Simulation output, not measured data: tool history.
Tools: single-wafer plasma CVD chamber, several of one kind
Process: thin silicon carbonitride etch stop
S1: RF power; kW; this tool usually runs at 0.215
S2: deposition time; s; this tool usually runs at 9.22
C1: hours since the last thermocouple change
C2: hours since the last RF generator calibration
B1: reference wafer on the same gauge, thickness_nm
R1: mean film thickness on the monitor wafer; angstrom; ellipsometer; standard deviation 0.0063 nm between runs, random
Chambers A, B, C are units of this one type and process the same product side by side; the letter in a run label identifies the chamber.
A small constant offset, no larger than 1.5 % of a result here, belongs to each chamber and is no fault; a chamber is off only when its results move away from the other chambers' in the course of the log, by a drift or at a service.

run   hour     S1    S2      C1      C2      B1      R1
 1B    5.4  0.215  9.22  1130.3   101.1   6.199  53.707
 2A    9.8  0.215  9.22     493  1186.7  6.1974  53.585
 3C   14.5  0.215  9.22   227.9   391.5  6.1974  54.375
 4C   22.1  0.215  9.22   235.5   399.1  6.1968  54.329
 5A   27.5   0.25  9.22   510.7  1204.4  6.1967  56.107
 6B   33.4   0.25  9.22  1158.3   129.1   6.194  56.272
 7A   39.4   0.25  9.22   522.6  1216.3   6.194   55.96
 8C   44.3  0.215  9.22   257.7   421.3  6.1958  54.315
 9B   50.8  0.215  9.22  1175.7   146.5  6.1936  53.658
10A   56.8  0.215  9.22     540  1233.7  6.1928  53.516
11B     61  0.215  9.22  1185.9   156.7  6.1895  53.689
12C   66.7  0.215  9.22   280.1   443.7  6.1899  54.393
13B     75  0.215  9.22  1199.9   170.7  6.1898  53.739
14C   80.1  0.245  9.22   293.5   457.1  6.1881  56.396
15A   84.5  0.245  9.22   567.7  1261.4  6.1887  55.655
16A   89.6  0.245  9.22   572.8  1266.5  6.1862  55.703
17B   97.4  0.215  9.22  1222.3   193.1  6.1853  53.617
18C  101.2  0.215  9.22   314.6   478.2  6.1839  54.216
19C  108.7   0.18  9.22   322.1   485.7  6.1859  51.532
20A  112.7   0.18  9.22   595.9  1289.6  6.1833  50.654
21B  119.2   0.18  9.22  1244.1   214.9  6.1839  50.805
22A  125.5  0.215  9.22   608.7  1302.4  6.1834  53.413
23C    132  0.215  9.22   345.4     509  6.1824  54.345
24B    139  0.215  9.22  1263.9   234.7  6.1811  53.555
25A    146  0.215  9.22   629.2  1322.9  6.1801  53.436
26B  150.9  0.215  9.22  1275.8   246.6  6.1763  53.624
27C  158.4   0.23  9.22   371.8   535.4   6.177  55.456
28B  165.9   0.23  9.22  1290.8   261.6  6.1773  54.689
29A  172.5   0.23  9.22   655.7  1349.4  6.1757  54.465
30C  177.5  0.215  9.22   390.9   554.5  6.1751  54.254
31C  182.1  0.215  9.22   395.5   559.1   6.174   54.15
32B  186.4  0.235  9.99  1311.3   282.1  6.1746   59.49
33A  194.5  0.235  9.99   677.7  1371.4  6.1734  59.439
34A  202.1  0.235  9.99   685.3    1379  6.1728   59.41
35C  210.4  0.215  9.22   423.8   587.4    6.17  54.118

Does one chamber stand apart from the rest, does the shared gauge drift, or is all well apart from small per-chamber offsets? Give the chamber and the most likely cause, where there is one.

The gauge drifts, so all chambers seem to drift together. No chamber is off.
Likeliest cause: gauge reads low (%) = 0.486.
